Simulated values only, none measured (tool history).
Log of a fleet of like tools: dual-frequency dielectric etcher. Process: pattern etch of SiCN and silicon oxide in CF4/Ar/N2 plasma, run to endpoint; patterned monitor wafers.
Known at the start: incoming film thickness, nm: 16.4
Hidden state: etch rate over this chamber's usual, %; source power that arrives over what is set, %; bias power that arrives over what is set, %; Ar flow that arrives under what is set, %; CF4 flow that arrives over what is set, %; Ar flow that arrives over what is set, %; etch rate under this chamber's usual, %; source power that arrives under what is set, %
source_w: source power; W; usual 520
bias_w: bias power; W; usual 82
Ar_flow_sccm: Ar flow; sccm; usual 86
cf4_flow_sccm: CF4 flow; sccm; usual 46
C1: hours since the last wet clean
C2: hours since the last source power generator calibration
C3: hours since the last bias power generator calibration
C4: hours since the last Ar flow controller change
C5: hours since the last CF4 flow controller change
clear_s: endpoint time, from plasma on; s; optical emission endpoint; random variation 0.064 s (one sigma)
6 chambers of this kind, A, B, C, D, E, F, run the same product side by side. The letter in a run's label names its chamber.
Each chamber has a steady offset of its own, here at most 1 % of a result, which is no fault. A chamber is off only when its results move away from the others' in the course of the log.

run 1D hour=14.5 | source_w=520 bias_w=82 Ar_flow_sccm=86 cf4_flow_sccm=46 | C1=331.8 C2=761.8 C3=4068.9 C4=228.3 C5=3136.4 | clear_s=16.735
run 2F hour=22.2 | source_w=520 bias_w=82 Ar_flow_sccm=86 cf4_flow_sccm=46 | C1=456.5 C2=3117.4 C3=2645.6 C4=103.2 C5=329.2 | clear_s=16.584
run 3C hour=36.4 | source_w=520 bias_w=82 Ar_flow_sccm=86 cf4_flow_sccm=46 | C1=199.7 C2=1413 C3=1706.9 C4=245.9 C5=3047.1 | clear_s=16.843
run 4A hour=49.9 | source_w=520 bias_w=82 Ar_flow_sccm=86 cf4_flow_sccm=46 | C1=100.9 C2=3770.2 C3=226.6 C4=1930.1 C5=1327 | clear_s=16.679
run 5E hour=63.5 | source_w=520 bias_w=82 Ar_flow_sccm=86 cf4_flow_sccm=46 | C1=488.4 C2=1007.6 C3=2817.5 C4=2935.6 C5=2632 | clear_s=16.779
run 6B hour=79.3 | source_w=520 bias_w=82 Ar_flow_sccm=86 cf4_flow_sccm=46 | C1=134.2 C2=617.2 C3=4521.1 C4=577.7 C5=619.4 | clear_s=16.789
run 7B hour=94.2 | source_w=520 bias_w=82 Ar_flow_sccm=86 cf4_flow_sccm=46 | C1=149.1 C2=632.1 C3=4536 C4=592.6 C5=634.3 | clear_s=16.677
-- hour=94.7 chamber E: wet clean of the chamber
run 8A hour=104.6 | source_w=520 bias_w=73 Ar_flow_sccm=86 cf4_flow_sccm=46 | C1=155.6 C2=3824.9 C3=281.3 C4=1984.8 C5=1381.7 | clear_s=17.538
-- hour=108.7 chamber B: bias power generator calibrated
run 9F hour=112.7 | source_w=520 bias_w=73 Ar_flow_sccm=86 cf4_flow_sccm=46 | C1=547 C2=3207.9 C3=2736.1 C4=193.7 C5=419.7 | clear_s=17.384
run 10C hour=120.8 | source_w=520 bias_w=73 Ar_flow_sccm=86 cf4_flow_sccm=46 | C1=284.1 C2=1497.4 C3=1791.3 C4=330.3 C5=3131.5 | clear_s=17.495
-- hour=122 chamber A: Ar flow controller replaced
run 11E hour=130.4 | source_w=520 bias_w=73 Ar_flow_sccm=86 cf4_flow_sccm=46 | C1=35.8 C2=1074.5 C3=2884.4 C4=3002.5 C5=2698.9 | clear_s=17.546
-- hour=135.2 chamber F: wet clean of the chamber
run 12D hour=142 | source_w=520 bias_w=73 Ar_flow_sccm=86 cf4_flow_sccm=46 | C1=459.3 C2=889.3 C3=4196.4 C4=355.8 C5=3263.9 | clear_s=17.473
run 13E hour=151.6 | source_w=520 bias_w=73 Ar_flow_sccm=86 cf4_flow_sccm=46 | C1=57 C2=1095.7 C3=2905.6 C4=3023.7 C5=2720.1 | clear_s=17.368
run 14F hour=163.2 | source_w=520 bias_w=82 Ar_flow_sccm=86 cf4_flow_sccm=46 | C1=28.1 C2=3258.4 C3=2786.6 C4=244.2 C5=470.2 | clear_s=16.598
run 15A hour=174 | source_w=520 bias_w=82 Ar_flow_sccm=86 cf4_flow_sccm=46 | C1=225 C2=3894.3 C3=350.7 C4=52 C5=1451.1 | clear_s=16.736
run 16C hour=185.3 | source_w=520 bias_w=82 Ar_flow_sccm=86 cf4_flow_sccm=46 | C1=348.6 C2=1561.9 C3=1855.8 C4=394.8 C5=3196 | clear_s=16.828
run 17D hour=196.3 | source_w=520 bias_w=82 Ar_flow_sccm=86 cf4_flow_sccm=46 | C1=513.6 C2=943.6 C3=4250.7 C4=410.1 C5=3318.2 | clear_s=16.867
run 18B hour=205.9 | source_w=460 bias_w=82 Ar_flow_sccm=86 cf4_flow_sccm=52 | C1=260.8 C2=743.8 C3=97.2 C4=704.3 C5=746 | clear_s=18.309
run 19C hour=217.4 | source_w=460 bias_w=82 Ar_flow_sccm=86 cf4_flow_sccm=52 | C1=380.7 C2=1594 C3=1887.9 C4=426.9 C5=3228.1 | clear_s=18.341
run 20E hour=225.9 | source_w=460 bias_w=82 Ar_flow_sccm=86 cf4_flow_sccm=52 | C1=131.3 C2=1170 C3=2979.9 C4=3098 C5=2794.4 | clear_s=18.332
-- hour=230.7 chamber D: wet clean of the chamber
run 21D hour=234.5 | source_w=460 bias_w=82 Ar_flow_sccm=86 cf4_flow_sccm=52 | C1=3.9 C2=981.8 C3=4288.9 C4=448.3 C5=3356.4 | clear_s=18.391
run 22F hour=242.6 | source_w=460 bias_w=82 Ar_flow_sccm=86 cf4_flow_sccm=52 | C1=107.5 C2=3337.8 C3=2866 C4=323.6 C5=549.6 | clear_s=18.183
run 23A hour=252.3 | source_w=460 bias_w=82 Ar_flow_sccm=86 cf4_flow_sccm=52 | C1=303.3 C2=3972.6 C3=429 C4=130.3 C5=1529.4 | clear_s=18.333
run 24B hour=261.8 | source_w=480 bias_w=82 Ar_flow_sccm=86 cf4_flow_sccm=55 | C1=316.7 C2=799.7 C3=153.1 C4=760.2 C5=801.9 | clear_s=17.501
-- hour=268 chamber C: bias power generator calibrated
run 25D hour=271.2 | source_w=480 bias_w=82 Ar_flow_sccm=86 cf4_flow_sccm=55 | C1=40.6 C2=1018.5 C3=4325.6 C4=485 C5=3393.1 | clear_s=17.448
run 26C hour=286.2 | source_w=480 bias_w=82 Ar_flow_sccm=86 cf4_flow_sccm=55 | C1=449.5 C2=1662.8 C3=18.3 C4=495.7 C5=3296.9 | clear_s=17.512
-- hour=290.4 chamber B: wet clean of the chamber
run 27A hour=295.7 | source_w=480 bias_w=82 Ar_flow_sccm=86 cf4_flow_sccm=55 | C1=346.7 C2=4016 C3=472.4 C4=173.7 C5=1572.8 | clear_s=17.544
run 28E hour=309.5 | source_w=480 bias_w=82 Ar_flow_sccm=86 cf4_flow_sccm=55 | C1=214.9 C2=1253.6 C3=3063.5 C4=3181.6 C5=2878 | clear_s=17.664
run 29B hour=319.1 | source_w=480 bias_w=82 Ar_flow_sccm=86 cf4_flow_sccm=55 | C1=28.8 C2=857 C3=210.4 C4=817.5 C5=859.2 | clear_s=17.545
run 30F hour=327.9 | source_w=520 bias_w=82 Ar_flow_sccm=86 cf4_flow_sccm=46 | C1=192.8 C2=3423.1 C3=2951.3 C4=408.9 C5=634.9 | clear_s=16.715
run 31A hour=335.5 | source_w=430 bias_w=72 Ar_flow_sccm=86 cf4_flow_sccm=46 | C1=386.5 C2=4055.8 C3=512.2 C4=213.5 C5=1612.6 | clear_s=20.686
run 32D hour=344.5 | source_w=430 bias_w=72 Ar_flow_sccm=86 cf4_flow_sccm=46 | C1=113.9 C2=1091.8 C3=4398.9 C4=558.3 C5=3466.4 | clear_s=20.773
run 33E hour=351.8 | source_w=430 bias_w=72 Ar_flow_sccm=86 cf4_flow_sccm=46 | C1=257.2 C2=1295.9 C3=3105.8 C4=3223.9 C5=2920.3 | clear_s=20.836
run 34F hour=359.3 | source_w=430 bias_w=72 Ar_flow_sccm=86 cf4_flow_sccm=46 | C1=224.2 C2=3454.5 C3=2982.7 C4=440.3 C5=666.3 | clear_s=20.631
-- hour=369.8 chamber F: source power generator calibrated
run 35C hour=370.5 | source_w=430 bias_w=72 Ar_flow_sccm=86 cf4_flow_sccm=46 | C1=533.8 C2=1747.1 C3=102.6 C4=580 C5=3381.2 | clear_s=20.533
run 36B hour=385.8 | source_w=430 bias_w=72 Ar_flow_sccm=86 cf4_flow_sccm=46 | C1=95.5 C2=923.7 C3=277.1 C4=884.2 C5=925.9 | clear_s=20.716
run 37A hour=395 | source_w=480 bias_w=69 Ar_flow_sccm=86 cf4_flow_sccm=46 | C1=446 C2=4115.3 C3=571.7 C4=273 C5=1672.1 | clear_s=19.131
run 38D hour=408.1 | source_w=480 bias_w=69 Ar_flow_sccm=86 cf4_flow_sccm=46 | C1=177.5 C2=1155.4 C3=4462.5 C4=621.9 C5=3530 | clear_s=19.035
run 39C hour=418 | source_w=480 bias_w=69 Ar_flow_sccm=86 cf4_flow_sccm=46 | C1=581.3 C2=1794.6 C3=150.1 C4=627.5 C5=3428.7 | clear_s=18.898
run 40F hour=426.5 | source_w=480 bias_w=69 Ar_flow_sccm=86 cf4_flow_sccm=46 | C1=291.4 C2=56.8 C3=3049.9 C4=507.5 C5=733.5 | clear_s=18.997
run 41B hour=435.7 | source_w=480 bias_w=69 Ar_flow_sccm=86 cf4_flow_sccm=46 | C1=145.4 C2=973.6 C3=327 C4=934.1 C5=975.8 | clear_s=19.145

What goes on in this fleet: one chamber off, a drifting gauge, or nothing beyond the chambers' own small offsets? Name the chamber and the cause, if any.

Chamber C drifts away from the others.
Cause: source power that arrives over what is set, % = 2.81.
The log may not tell that from: etch rate over this chamber's usual, %.

Here are 4 candidates for chamber C's next run, each the usual settings with a change, their results left as question marks. Which one brings its results back in line with what the others give on the usual settings?
In line means no further than this from the other chambers' mean on the usual settings: clear_s 0.22 s
run 42C-1 hour=447.1 | source_w=520 bias_w=82 Ar_flow_sccm=86 cf4_flow_sccm=36 | clear_s=?
run 42C-2 hour=447.1 | source_w=530 bias_w=83 Ar_flow_sccm=86 cf4_flow_sccm=46 | clear_s=?
run 42C-3 hour=447.1 | source_w=540 bias_w=83 Ar_flow_sccm=85 cf4_flow_sccm=46 | clear_s=?
run 42C-4 hour=447.1 | source_w=510 bias_w=82 Ar_flow_sccm=86 cf4_flow_sccm=46 | clear_s=?

The other chambers' mean on the usual settings: clear_s 16.728 s
run=42C-1 clear_s=17.042
run=42C-2 clear_s=16.051
run=42C-3 clear_s=15.759
run=42C-4 clear_s=16.681
42C-4 brings the chamber back in line.
